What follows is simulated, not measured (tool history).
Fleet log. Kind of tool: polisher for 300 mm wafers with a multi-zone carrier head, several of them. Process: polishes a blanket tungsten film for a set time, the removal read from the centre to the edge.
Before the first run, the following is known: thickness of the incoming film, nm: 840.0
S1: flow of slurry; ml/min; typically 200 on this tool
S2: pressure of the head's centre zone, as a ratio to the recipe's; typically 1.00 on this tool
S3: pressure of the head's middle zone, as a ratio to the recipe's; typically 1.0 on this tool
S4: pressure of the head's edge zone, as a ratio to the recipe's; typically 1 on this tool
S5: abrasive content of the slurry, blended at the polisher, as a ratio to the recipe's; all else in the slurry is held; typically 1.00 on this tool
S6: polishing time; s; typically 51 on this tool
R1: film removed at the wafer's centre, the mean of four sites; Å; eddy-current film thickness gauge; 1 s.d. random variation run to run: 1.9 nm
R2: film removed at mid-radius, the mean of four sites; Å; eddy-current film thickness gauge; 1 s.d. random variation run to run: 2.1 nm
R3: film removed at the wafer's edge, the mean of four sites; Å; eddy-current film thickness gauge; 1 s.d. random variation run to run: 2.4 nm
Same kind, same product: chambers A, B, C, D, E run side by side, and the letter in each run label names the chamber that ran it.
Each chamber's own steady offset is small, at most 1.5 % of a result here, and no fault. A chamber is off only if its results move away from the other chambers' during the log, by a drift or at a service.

Run 1A, hour 14.4: usual settings. Result: R1 2065.0 Å, R2 2073.7 Å, R3 2052.6 Å.
At hour 16.0: chamber E: edge zone pressure recalibrated.
Run 2D, hour 21.4: usual settings. Result: R1 2075.8 Å, R2 2110.2 Å, R3 2064.5 Å.
At hour 24.4: chamber D: worn pad replaced by a new one.
At hour 29.6: chamber A: worn pad replaced by a new one.
At hour 29.9: chamber A: slurry nozzle cleaned.
Run 3B, hour 36.6: usual settings. Result: R1 2067.9 Å, R2 2087.9 Å, R3 2044.2 Å.
Run 4C, hour 49.1: usual settings. Result: R1 2091.1 Å, R2 2064.0 Å, R3 2061.5 Å.
Run 5E, hour 60.5: usual settings but S5 1.10. Result: R1 2107.2 Å, R2 2128.9 Å, R3 2154.4 Å.
Run 6A, hour 67.6: usual settings but S5 1.10. Result: R1 2123.7 Å, R2 2104.5 Å, R3 2105.1 Å.
At hour 71.8: chamber C: worn pad replaced by a new one.
Run 7E, hour 75.7: usual settings but S5 1.10. Result: R1 2109.8 Å, R2 2087.3 Å, R3 2120.2 Å.
Run 8C, hour 86.5: usual settings but S5 1.10. Result: R1 2129.5 Å, R2 2134.3 Å, R3 2134.4 Å.
Run 9D, hour 93.3: usual settings but S5 1.10. Result: R1 2111.9 Å, R2 2165.8 Å, R3 2121.1 Å.
At hour 102.9: chamber E: worn pad replaced by a new one.
Run 10B, hour 105.0: usual settings. Result: R1 2113.3 Å, R2 2100.6 Å, R3 2129.0 Å.
At hour 113.6: chamber B: worn pad replaced by a new one.
Run 11A, hour 116.2: usual settings. Result: R1 2084.6 Å, R2 2061.5 Å, R3 2070.8 Å.
At hour 119.0: chamber D: worn pad replaced by a new one.
Run 12D, hour 124.1: usual settings. Result: R1 2071.4 Å, R2 2105.8 Å, R3 2130.6 Å.
At hour 125.2: chamber A: worn pad replaced by a new one.
At hour 132.7: chamber B: edge zone pressure recalibrated.
At hour 133.1: chamber B: centre zone pressure recalibrated.
At hour 135.9: chamber A: centre zone pressure recalibrated.
Run 13B, hour 137.4: usual settings. Result: R1 2196.5 Å, R2 2099.5 Å, R3 2070.3 Å.
Run 14C, hour 151.0: usual settings. Result: R1 2086.4 Å, R2 2048.2 Å, R3 2069.3 Å.
At hour 151.5: chamber E: centre zone pressure recalibrated.
At hour 152.8: chamber C: slurry nozzle cleaned.
At hour 159.1: chamber C: edge zone pressure recalibrated.
Run 15E, hour 164.3: usual settings. Result: R1 2038.0 Å, R2 2035.7 Å, R3 2052.8 Å.
Run 16C, hour 174.2: usual settings. Result: R1 2082.1 Å, R2 2079.2 Å, R3 2092.3 Å.
At hour 175.8: chamber B: slurry nozzle cleaned.
Run 17B, hour 184.1: usual settings. Result: R1 2241.1 Å, R2 2106.3 Å, R3 2064.5 Å.
At hour 185.2: chamber C: worn pad replaced by a new one.
Run 18D, hour 198.7: usual settings. Result: R1 2064.5 Å, R2 2095.0 Å, R3 2080.7 Å.
At hour 201.0: chamber A: worn pad replaced by a new one.
Run 19E, hour 211.8: usual settings. Result: R1 2071.6 Å, R2 2035.0 Å, R3 2046.0 Å.
Run 20A, hour 221.1: usual settings. Result: R1 2113.0 Å, R2 2081.0 Å, R3 2045.1 Å.
At hour 221.8: chamber D: worn pad replaced by a new one.
Run 21B, hour 232.6: usual settings. Result: R1 2232.6 Å, R2 2084.5 Å, R3 2062.8 Å.
At hour 233.1: chamber B: worn pad replaced by a new one.
Run 22C, hour 239.9: usual settings. Result: R1 2078.1 Å, R2 2057.2 Å, R3 2068.4 Å.
Run 23D, hour 250.2: usual settings but S2 0.93, S6 67 s. Result: R1 2541.6 Å, R2 2734.7 Å, R3 2749.3 Å.
At hour 252.4: chamber E: worn pad replaced by a new one.
Run 24E, hour 258.4: usual settings but S2 0.93, S6 67 s. Result: R1 2482.1 Å, R2 2663.6 Å, R3 2745.0 Å.
Run 25A, hour 267.2: usual settings but S2 0.93, S6 67 s. Result: R1 2546.0 Å, R2 2769.7 Å, R3 2696.1 Å.
Run 26C, hour 275.5: usual settings but S2 0.93, S6 67 s. Result: R1 2468.9 Å, R2 2736.5 Å, R3 2659.5 Å.
Run 27E, hour 287.5: usual settings but S2 0.93, S6 67 s. Result: R1 2498.8 Å, R2 2729.7 Å, R3 2699.2 Å.
At hour 295.2: chamber A: worn pad replaced by a new one.
Run 28B, hour 299.8: usual settings. Result: R1 2218.7 Å, R2 2091.1 Å, R3 2062.5 Å.
At hour 310.8: chamber C: worn pad replaced by a new one.
Run 29D, hour 315.0: usual settings. Result: R1 2070.5 Å, R2 2124.4 Å, R3 2087.8 Å.
At hour 322.0: chamber D: worn pad replaced by a new one.
Run 30A, hour 323.2: usual settings. Result: R1 2089.3 Å, R2 2117.5 Å, R3 2060.9 Å.
Run 31D, hour 332.5: usual settings. Result: R1 2043.2 Å, R2 2083.7 Å, R3 2075.4 Å.
Run 32C, hour 346.7: usual settings. Result: R1 2070.1 Å, R2 2027.5 Å, R3 2124.5 Å.
At hour 348.5: chamber B: worn pad replaced by a new one.
At hour 349.3: chamber D: slurry nozzle cleaned.
Run 33A, hour 357.4: usual settings. Result: R1 2077.0 Å, R2 2025.7 Å, R3 2102.4 Å.
At hour 369.2: chamber E: slurry nozzle cleaned.
At hour 371.6: chamber C: centre zone pressure recalibrated.
At hour 372.0: chamber A: worn pad replaced by a new one.
Run 34E, hour 372.3: usual settings but S1 250 ml/min, S5 0.85. Result: R1 2041.9 Å, R2 2027.0 Å, R3 2059.1 Å.
At hour 378.4: chamber C: slurry nozzle cleaned.
Run 35B, hour 383.3: usual settings but S1 250 ml/min, S5 0.85. Result: R1 2211.5 Å, R2 2074.6 Å, R3 2039.0 Å.
Run 36B, hour 397.3: usual settings but S1 250 ml/min, S5 0.85. Result: R1 2205.2 Å, R2 2047.0 Å, R3 2035.7 Å.
At hour 405.2: chamber D: centre zone pressure recalibrated.
Run 37A, hour 411.4: usual settings but S1 250 ml/min, S5 0.85. Result: R1 2055.1 Å, R2 2064.2 Å, R3 1989.6 Å.
Run 38D, hour 423.9: usual settings but S1 250 ml/min, S5 0.85. Result: R1 2045.9 Å, R2 2071.2 Å, R3 2045.9 Å.
Run 39C, hour 435.8: usual settings but S2 0.94, S3 1.1. Result: R1 1929.7 Å, R2 2238.1 Å, R3 2071.4 Å.

The same settings go to every chamber for the next run, one line per chamber below. Forecast the results for each:
Run 40A, hour 446.7: usual settings but S1 175 ml/min. Result: R1 ?, R2 ?, R3 ?.
Run 40B, hour 446.7: usual settings but S1 175 ml/min. Result: R1 ?, R2 ?, R3 ?.
Run 40C, hour 446.7: usual settings but S1 175 ml/min. Result: R1 ?, R2 ?, R3 ?.
Run 40D, hour 446.7: usual settings but S1 175 ml/min. Result: R1 ?, R2 ?, R3 ?.
Run 40E, hour 446.7: usual settings but S1 175 ml/min. Result: R1 ?, R2 ?, R3 ?.

run      R1      R2      R3
40A  2001.0  2055.6  1995.8
40B  2172.8  2082.7  2065.9
40C  2012.6  2035.6  2080.5
40D  2010.3  2101.5  2036.8
40E  1982.6  2031.3  2044.9

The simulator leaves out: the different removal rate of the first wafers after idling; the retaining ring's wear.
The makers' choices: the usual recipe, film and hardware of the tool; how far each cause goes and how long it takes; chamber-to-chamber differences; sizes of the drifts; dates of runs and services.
